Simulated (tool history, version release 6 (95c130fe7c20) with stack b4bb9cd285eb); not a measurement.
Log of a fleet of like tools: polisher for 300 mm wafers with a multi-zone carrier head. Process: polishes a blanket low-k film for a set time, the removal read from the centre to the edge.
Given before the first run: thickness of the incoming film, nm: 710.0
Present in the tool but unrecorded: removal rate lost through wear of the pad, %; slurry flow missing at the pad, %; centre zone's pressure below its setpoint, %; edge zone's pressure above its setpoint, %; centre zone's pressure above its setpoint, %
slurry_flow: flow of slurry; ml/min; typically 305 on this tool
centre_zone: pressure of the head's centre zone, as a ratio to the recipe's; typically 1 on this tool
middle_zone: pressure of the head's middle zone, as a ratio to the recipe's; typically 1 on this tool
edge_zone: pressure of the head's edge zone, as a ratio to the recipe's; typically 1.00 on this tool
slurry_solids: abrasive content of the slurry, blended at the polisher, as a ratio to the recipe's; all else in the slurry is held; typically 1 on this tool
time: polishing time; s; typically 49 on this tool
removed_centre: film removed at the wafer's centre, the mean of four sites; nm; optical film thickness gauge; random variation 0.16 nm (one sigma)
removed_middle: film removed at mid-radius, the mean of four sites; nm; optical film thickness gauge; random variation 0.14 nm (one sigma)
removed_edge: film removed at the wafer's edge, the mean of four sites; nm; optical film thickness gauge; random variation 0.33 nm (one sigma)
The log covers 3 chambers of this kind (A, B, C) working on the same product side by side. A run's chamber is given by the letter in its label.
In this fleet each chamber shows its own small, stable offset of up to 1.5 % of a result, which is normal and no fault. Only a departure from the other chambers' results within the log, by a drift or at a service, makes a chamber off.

| run | day | slurry_flow | centre_zone | middle_zone | edge_zone | slurry_solids | time | wafers polished on this pad | hours since the slurry nozzle was cleaned | hours since the centre zone pressure was calibrated | hours since the edge zone pressure was calibrated | removed_centre | removed_middle | removed_edge |
|---|---|---|---|---|---|---|---|---|---|---|---|---|---|---|
| 1C | 0.479 | 305 | 1 | 1 | 1.00 | 1 | 49 | 901 | 278.8 | 1046.8 | 431.9 | 22.997 | 22.714 | 22.580 |
| 2A | 1.025 | 305 | 1 | 1 | 1.00 | 1 | 49 | 377 | 46.3 | 380.2 | 542.0 | 22.752 | 22.649 | 23.041 |
| 3B | 1.562 | 305 | 1 | 1 | 1.00 | 1 | 49 | 638 | 384.8 | 146.3 | 1119.5 | 22.814 | 22.592 | 23.307 |
| 4B | 2.121 | 305 | 1 | 1 | 1.00 | 1 | 49 | 794 | 398.2 | 159.7 | 1132.9 | 22.699 | 22.664 | 22.141 |
|  | 2.142 | chamber C: worn pad replaced by a new one |
|  | 2.179 | chamber B: worn pad replaced by a new one |
| 5C | 2.483 | 305 | 1 | 1 | 1.00 | 1 | 49 | 95 | 326.9 | 1094.9 | 480.0 | 22.921 | 22.552 | 23.045 |
|  | 2.712 | chamber A: edge zone pressure recalibrated |
| 6A | 2.925 | 305 | 1 | 1 | 1.00 | 1 | 49 | 905 | 91.9 | 425.8 | 5.1 | 22.693 | 22.796 | 22.904 |
|  | 3.058 | chamber A: worn pad replaced by a new one |
|  | 3.283 | chamber C: slurry nozzle cleaned |
|  | 3.458 | chamber C: centre zone pressure recalibrated |
| 7A | 3.512 | 305 | 1 | 1 | 1.00 | 1 | 49 | 126 | 106.0 | 439.9 | 19.2 | 22.771 | 22.604 | 22.252 |
| 8B | 3.942 | 305 | 1 | 1 | 1.00 | 1 | 49 | 489 | 441.9 | 203.4 | 1176.6 | 22.709 | 22.735 | 23.168 |
| 9C | 4.325 | 305 | 1 | 1 | 1.00 | 1 | 49 | 607 | 25.0 | 20.8 | 524.2 | 22.823 | 22.832 | 22.793 |
|  | 4.683 | chamber A: centre zone pressure recalibrated |
| 10A | 4.767 | 305 | 1 | 1 | 1.00 | 1 | 49 | 474 | 136.1 | 2.0 | 49.3 | 21.234 | 22.719 | 22.298 |
| 11C | 5.129 | 305 | 1 | 1 | 1.00 | 1 | 49 | 830 | 44.3 | 40.1 | 543.5 | 22.887 | 22.772 | 22.911 |
|  | 5.221 | chamber B: worn pad replaced by a new one |
| 12B | 5.746 | 305 | 1 | 1 | 1.00 | 1 | 49 | 146 | 485.2 | 246.7 | 1219.9 | 22.820 | 22.794 | 22.584 |
|  | 6.058 | chamber A: worn pad replaced by a new one |
|  | 6.362 | chamber C: worn pad replaced by a new one |
| 13B | 6.375 | 305 | 1 | 1 | 1.00 | 1 | 49 | 321 | 500.3 | 261.8 | 1235.0 | 22.743 | 22.784 | 23.325 |
|  | 6.450 | chamber B: edge zone pressure recalibrated |
| 14A | 6.983 | 305 | 1 | 1 | 1.09 | 1 | 49 | 258 | 189.3 | 55.2 | 102.5 | 20.903 | 22.470 | 23.108 |
| 15C | 7.604 | 305 | 1 | 1 | 1.09 | 1 | 49 | 345 | 103.7 | 99.5 | 602.9 | 23.096 | 22.676 | 23.879 |
|  | 7.738 | chamber B: worn pad replaced by a new one |
| 16C | 8.167 | 305 | 1 | 1 | 1.09 | 1 | 49 | 501 | 117.2 | 113.0 | 616.4 | 23.174 | 22.693 | 23.584 |
| 17B | 8.717 | 305 | 1 | 1 | 1.00 | 1 | 49 | 272 | 556.5 | 318.0 | 54.5 | 22.770 | 23.083 | 23.026 |
| 18A | 9.112 | 305 | 1 | 1 | 1.00 | 1 | 49 | 849 | 240.4 | 106.3 | 153.6 | 21.133 | 22.566 | 22.579 |
|  | 9.129 | chamber A: worn pad replaced by a new one |
| 19B | 9.600 | 305 | 1 | 1 | 1.00 | 1 | 65 | 517 | 577.7 | 339.2 | 75.7 | 30.260 | 29.664 | 30.674 |
| 20A | 9.875 | 305 | 1 | 1 | 1.00 | 1 | 65 | 207 | 258.7 | 124.6 | 171.9 | 27.952 | 30.024 | 31.143 |
| 21C | 10.229 | 305 | 1 | 1 | 1.00 | 1 | 65 | 1074 | 166.7 | 162.5 | 665.9 | 30.314 | 30.364 | 30.422 |
|  | 10.238 | chamber B: worn pad replaced by a new one |
| 22B | 10.558 | 305 | 1 | 1 | 1.00 | 1 | 49 | 90 | 600.7 | 362.2 | 98.7 | 22.553 | 22.641 | 22.895 |
|  | 10.771 | chamber C: worn pad replaced by a new one |
| 23C | 10.833 | 305 | 1 | 1 | 1.00 | 1 | 49 | 17 | 181.2 | 177.0 | 680.4 | 22.913 | 22.592 | 22.805 |
| 24A | 11.117 | 305 | 1 | 1 | 1.00 | 1 | 49 | 552 | 288.5 | 154.4 | 201.7 | 20.902 | 22.472 | 22.000 |
| 25A | 11.554 | 305 | 1 | 1 | 1.00 | 1 | 49 | 674 | 299.0 | 164.9 | 212.2 | 21.066 | 22.561 | 22.966 |
| 26C | 11.954 | 305 | 1 | 1 | 1.00 | 1 | 49 | 328 | 208.1 | 203.9 | 707.3 | 22.956 | 22.682 | 22.105 |

For the next run the whole fleet of 3 chambers uses the same settings. Give each chamber's results:
| 27A | 12.412 | 305 | 1 | 1 | 1.00 | 1 | 49 |  |  |  |  | ? | ? | ? |
| 27B | 12.412 | 305 | 1 | 1 | 1.00 | 1 | 49 |  |  |  |  | ? | ? | ? |
| 27C | 12.412 | 305 | 1 | 1 | 1.00 | 1 | 49 |  |  |  |  | ? | ? | ? |

| run | removed_centre | removed_middle | removed_edge |
|---|---|---|---|
| 27A | 20.875 | 22.793 | 22.444 |
| 27B | 22.689 | 22.899 | 22.869 |
| 27C | 22.819 | 22.773 | 22.343 |
